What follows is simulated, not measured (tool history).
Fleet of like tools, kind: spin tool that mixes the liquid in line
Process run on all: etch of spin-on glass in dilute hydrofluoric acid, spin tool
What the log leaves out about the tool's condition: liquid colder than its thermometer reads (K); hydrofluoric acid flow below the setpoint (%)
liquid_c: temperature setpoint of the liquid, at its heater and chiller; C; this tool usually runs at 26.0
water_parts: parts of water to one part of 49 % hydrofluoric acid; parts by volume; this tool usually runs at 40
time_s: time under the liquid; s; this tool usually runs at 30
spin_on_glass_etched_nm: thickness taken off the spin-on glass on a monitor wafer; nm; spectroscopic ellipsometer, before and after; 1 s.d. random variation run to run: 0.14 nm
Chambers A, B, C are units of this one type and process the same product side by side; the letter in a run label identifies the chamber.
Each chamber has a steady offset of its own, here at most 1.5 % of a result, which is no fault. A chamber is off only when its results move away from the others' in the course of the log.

run	hour	liquid_c	water_parts	time_s	hours since the thermometer was replaced	hours since the hydrofluoric acid flow meter was replaced	read-back film thickness of the spin-on glass reference wafer, read on the same gauge (nm)	spin_on_glass_etched_nm
1A	8.5	26.0	40	30	744.8	687.4	149.98	39.590
2B	22.0	26.0	40	30	847.5	1798.2	149.98	40.095
3C	31.1	26.0	40	30	398.5	419.8	149.96	39.025
4C	43.8	26.0	40	30	411.2	432.5	150.03	38.816
5A	50.6	26.0	40	30	786.9	729.5	149.99	39.609
6B	61.1	26.0	40	30	886.6	1837.3	149.99	40.040
7C	71.7	26.0	40	30	439.1	460.4	149.98	39.044
8B	80.6	26.0	40	30	906.1	1856.8	150.00	40.167
9A	89.6	26.0	40	30	825.9	768.5	150.01	39.341
10C	99.0	26.0	40	30	466.4	487.7	150.00	39.107
11B	112.0	26.0	40	30	937.5	1888.2	150.00	40.273
12A	120.7	26.0	40	30	857.0	799.6	150.00	39.438
13A	133.0	26.0	40	30	869.3	811.9	150.01	39.624
14C	141.7	26.0	40	30	509.1	530.4	150.01	39.157
15B	150.7	26.0	40	30	976.2	1926.9	150.03	39.907
16B	164.2	26.0	40	30	989.7	1940.4	149.99	40.080
17A	178.0	26.0	40	30	914.3	856.9	150.01	39.687
18C	184.8	26.0	40	30	552.2	573.5	150.00	39.050
19C	196.7	24.5	40	30	564.1	585.4	149.99	36.482
20B	210.0	24.5	40	30	1035.5	1986.2	149.98	37.770
21A	221.5	24.5	40	30	957.8	900.4	150.00	37.408
22B	233.4	26.0	40	30	1058.9	2009.6	149.99	40.064
23C	247.0	30.0	40	30	614.4	635.7	149.99	45.828
24A	254.6	30.0	40	30	990.9	933.5	150.02	46.483
25C	264.7	30.0	40	30	632.1	653.4	150.01	45.740
26B	278.4	26.0	40	30	1103.9	2054.6	150.01	39.930
27A	292.4	26.0	40	30	1028.7	971.3	150.01	39.617
28A	306.7	26.0	40	30	1043.0	985.6	150.02	39.414
29B	313.6	26.0	40	30	1139.1	2089.8	149.99	40.169
30C	322.9	26.0	40	30	690.3	711.6	150.02	38.955
31B	332.0	26.0	40	30	1157.5	2108.2	150.00	39.838
32C	338.3	26.0	40	30	705.7	727.0	149.99	39.074
33A	351.3	26.0	40	30	1087.6	1030.2	149.98	39.321
34C	359.0	26.0	40	30	726.4	747.7	150.00	39.103

One chamber off, gauge drift, or nothing amiss beyond the chambers' own small offsets? If it is a chamber, which one, and what is the likeliest cause?

All chambers stay in line apart from their small fixed offsets, and the gauge does not drift.
